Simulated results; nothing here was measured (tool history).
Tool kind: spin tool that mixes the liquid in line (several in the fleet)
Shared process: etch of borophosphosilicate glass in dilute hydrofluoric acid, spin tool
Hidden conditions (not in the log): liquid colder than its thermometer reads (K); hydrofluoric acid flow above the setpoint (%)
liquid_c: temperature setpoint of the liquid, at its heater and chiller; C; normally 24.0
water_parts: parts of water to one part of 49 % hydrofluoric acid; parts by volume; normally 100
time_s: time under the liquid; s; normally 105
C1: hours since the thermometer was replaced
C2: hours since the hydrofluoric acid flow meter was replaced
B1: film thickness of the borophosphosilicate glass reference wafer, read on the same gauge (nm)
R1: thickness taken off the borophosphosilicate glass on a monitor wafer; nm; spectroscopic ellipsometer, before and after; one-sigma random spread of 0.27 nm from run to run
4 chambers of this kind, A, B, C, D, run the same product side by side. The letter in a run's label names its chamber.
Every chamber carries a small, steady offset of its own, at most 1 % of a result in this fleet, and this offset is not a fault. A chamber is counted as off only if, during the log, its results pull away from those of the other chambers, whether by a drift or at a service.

run 1A hour=5.6 | liquid_c=24.0 water_parts=100 time_s=105 | C1=700.8 C2=1263.1 | B1=100.010 | R1=53.995
run 2D hour=11.4 | liquid_c=24.0 water_parts=100 time_s=105 | C1=200.4 C2=650.3 | B1=99.998 | R1=54.508
run 3C hour=14.7 | liquid_c=24.0 water_parts=100 time_s=105 | C1=970.0 C2=1314.8 | B1=100.000 | R1=53.877
run 4B hour=18.1 | liquid_c=24.0 water_parts=100 time_s=105 | C1=1150.1 C2=591.4 | B1=100.030 | R1=54.672
run 5A hour=24.0 | liquid_c=24.0 water_parts=100 time_s=105 | C1=719.2 C2=1281.5 | B1=99.983 | R1=54.313
run 6C hour=28.5 | liquid_c=24.0 water_parts=100 time_s=105 | C1=983.8 C2=1328.6 | B1=99.957 | R1=54.094
run 7D hour=32.2 | liquid_c=24.0 water_parts=100 time_s=105 | C1=221.2 C2=671.1 | B1=100.030 | R1=54.091
-- hour=34.4 chamber C: hydrofluoric acid flow meter replaced
run 8B hour=37.6 | liquid_c=24.0 water_parts=135 time_s=45 | C1=1169.6 C2=610.9 | B1=99.999 | R1=16.541
run 9C hour=42.6 | liquid_c=24.0 water_parts=135 time_s=45 | C1=997.9 C2=8.3 | B1=99.991 | R1=16.246
run 10B hour=46.0 | liquid_c=24.0 water_parts=135 time_s=45 | C1=1178.0 C2=619.3 | B1=100.010 | R1=16.517
run 11A hour=51.2 | liquid_c=24.0 water_parts=135 time_s=45 | C1=746.4 C2=1308.7 | B1=99.998 | R1=16.574
run 12D hour=57.7 | liquid_c=24.0 water_parts=100 time_s=105 | C1=246.7 C2=696.6 | B1=99.998 | R1=55.069
run 13B hour=62.5 | liquid_c=24.0 water_parts=100 time_s=105 | C1=1194.5 C2=635.8 | B1=100.020 | R1=54.485
run 14A hour=66.1 | liquid_c=24.0 water_parts=100 time_s=105 | C1=761.3 C2=1323.6 | B1=100.020 | R1=53.887
run 15D hour=70.7 | liquid_c=24.0 water_parts=100 time_s=105 | C1=259.7 C2=709.6 | B1=100.000 | R1=54.598
-- hour=76.0 chamber D: hydrofluoric acid flow meter replaced
run 16C hour=77.3 | liquid_c=24.0 water_parts=100 time_s=105 | C1=1032.6 C2=43.0 | B1=99.985 | R1=54.146
run 17C hour=82.4 | liquid_c=24.0 water_parts=100 time_s=105 | C1=1037.7 C2=48.1 | B1=99.991 | R1=53.547
run 18A hour=88.5 | liquid_c=24.0 water_parts=100 time_s=105 | C1=783.7 C2=1346.0 | B1=100.020 | R1=54.228
run 19D hour=95.0 | liquid_c=24.0 water_parts=100 time_s=105 | C1=284.0 C2=19.0 | B1=100.010 | R1=54.524
run 20B hour=99.2 | liquid_c=24.0 water_parts=100 time_s=105 | C1=1231.2 C2=672.5 | B1=99.999 | R1=54.084
run 21A hour=103.1 | liquid_c=24.0 water_parts=100 time_s=105 | C1=798.3 C2=1360.6 | B1=100.010 | R1=54.039
run 22D hour=110.3 | liquid_c=24.0 water_parts=100 time_s=105 | C1=299.3 C2=34.3 | B1=100.010 | R1=54.320
run 23B hour=116.2 | liquid_c=24.0 water_parts=100 time_s=105 | C1=1248.2 C2=689.5 | B1=99.980 | R1=54.298
run 24C hour=120.1 | liquid_c=24.0 water_parts=100 time_s=105 | C1=1075.4 C2=85.8 | B1=99.987 | R1=53.928
run 25C hour=124.5 | liquid_c=24.0 water_parts=100 time_s=105 | C1=1079.8 C2=90.2 | B1=100.000 | R1=53.781
run 26B hour=129.8 | liquid_c=24.0 water_parts=100 time_s=105 | C1=1261.8 C2=703.1 | B1=100.010 | R1=54.267
run 27D hour=135.4 | liquid_c=24.0 water_parts=100 time_s=105 | C1=324.4 C2=59.4 | B1=99.974 | R1=53.839
run 28A hour=139.4 | liquid_c=24.0 water_parts=100 time_s=105 | C1=834.6 C2=1396.9 | B1=100.010 | R1=53.744
run 29D hour=143.9 | liquid_c=24.0 water_parts=100 time_s=65 | C1=332.9 C2=67.9 | B1=100.020 | R1=33.717
run 30B hour=150.4 | liquid_c=24.0 water_parts=100 time_s=65 | C1=1282.4 C2=723.7 | B1=99.993 | R1=33.246
run 31C hour=156.2 | liquid_c=24.0 water_parts=100 time_s=65 | C1=1111.5 C2=121.9 | B1=100.000 | R1=33.424
run 32A hour=160.0 | liquid_c=24.0 water_parts=100 time_s=65 | C1=855.2 C2=1417.5 | B1=100.020 | R1=33.138
run 33B hour=163.9 | liquid_c=24.0 water_parts=100 time_s=105 | C1=1295.9 C2=737.2 | B1=100.030 | R1=54.545
run 34C hour=169.8 | liquid_c=24.0 water_parts=100 time_s=105 | C1=1125.1 C2=135.5 | B1=99.974 | R1=53.855
run 35D hour=176.8 | liquid_c=24.0 water_parts=100 time_s=105 | C1=365.8 C2=100.8 | B1=100.010 | R1=53.040
run 36A hour=183.6 | liquid_c=24.0 water_parts=55 time_s=45 | C1=878.8 C2=1441.1 | B1=99.989 | R1=43.892
run 37C hour=188.7 | liquid_c=24.0 water_parts=55 time_s=45 | C1=1144.0 C2=154.4 | B1=100.020 | R1=45.287
run 38D hour=195.6 | liquid_c=24.0 water_parts=55 time_s=45 | C1=384.6 C2=119.6 | B1=100.020 | R1=43.083
run 39A hour=201.3 | liquid_c=24.0 water_parts=55 time_s=45 | C1=896.5 C2=1458.8 | B1=100.000 | R1=43.459

Has any chamber moved away from the others, gradually or after a service, or does the common gauge drift, or do the chambers differ only by their own small steady offsets? State the chamber and the most likely cause if one applies.

Chamber D drifts away from the others.
Cause: liquid colder than its thermometer reads (K) = 0.835.
Not necessarily distinguishable in this log from: hydrofluoric acid flow below the setpoint (%).

Chamber D could run next with any of the 4 candidate recipes listed below; each alters the usual settings, and their results appear as question marks. Which one brings its results back in line with what the other chambers deliver on the usual settings?
Maximum distance from the other chambers' mean on the usual settings for a result to count as in line: R1 0.940 nm
run 40D-1 hour=206.4 | liquid_c=24.0 water_parts=95 time_s=105 | R1=?
run 40D-2 hour=206.4 | liquid_c=24.0 water_parts=100 time_s=100 | R1=?
run 40D-3 hour=206.4 | liquid_c=23.5 water_parts=100 time_s=105 | R1=?
run 40D-4 hour=206.4 | liquid_c=24.5 water_parts=100 time_s=105 | R1=?

Other chambers, usual settings, mean: R1 54.043 nm
run=40D-1 R1=55.887
run=40D-2 R1=50.307
run=40D-3 R1=51.776
run=40D-4 R1=53.864
40D-4 brings the chamber back in line.

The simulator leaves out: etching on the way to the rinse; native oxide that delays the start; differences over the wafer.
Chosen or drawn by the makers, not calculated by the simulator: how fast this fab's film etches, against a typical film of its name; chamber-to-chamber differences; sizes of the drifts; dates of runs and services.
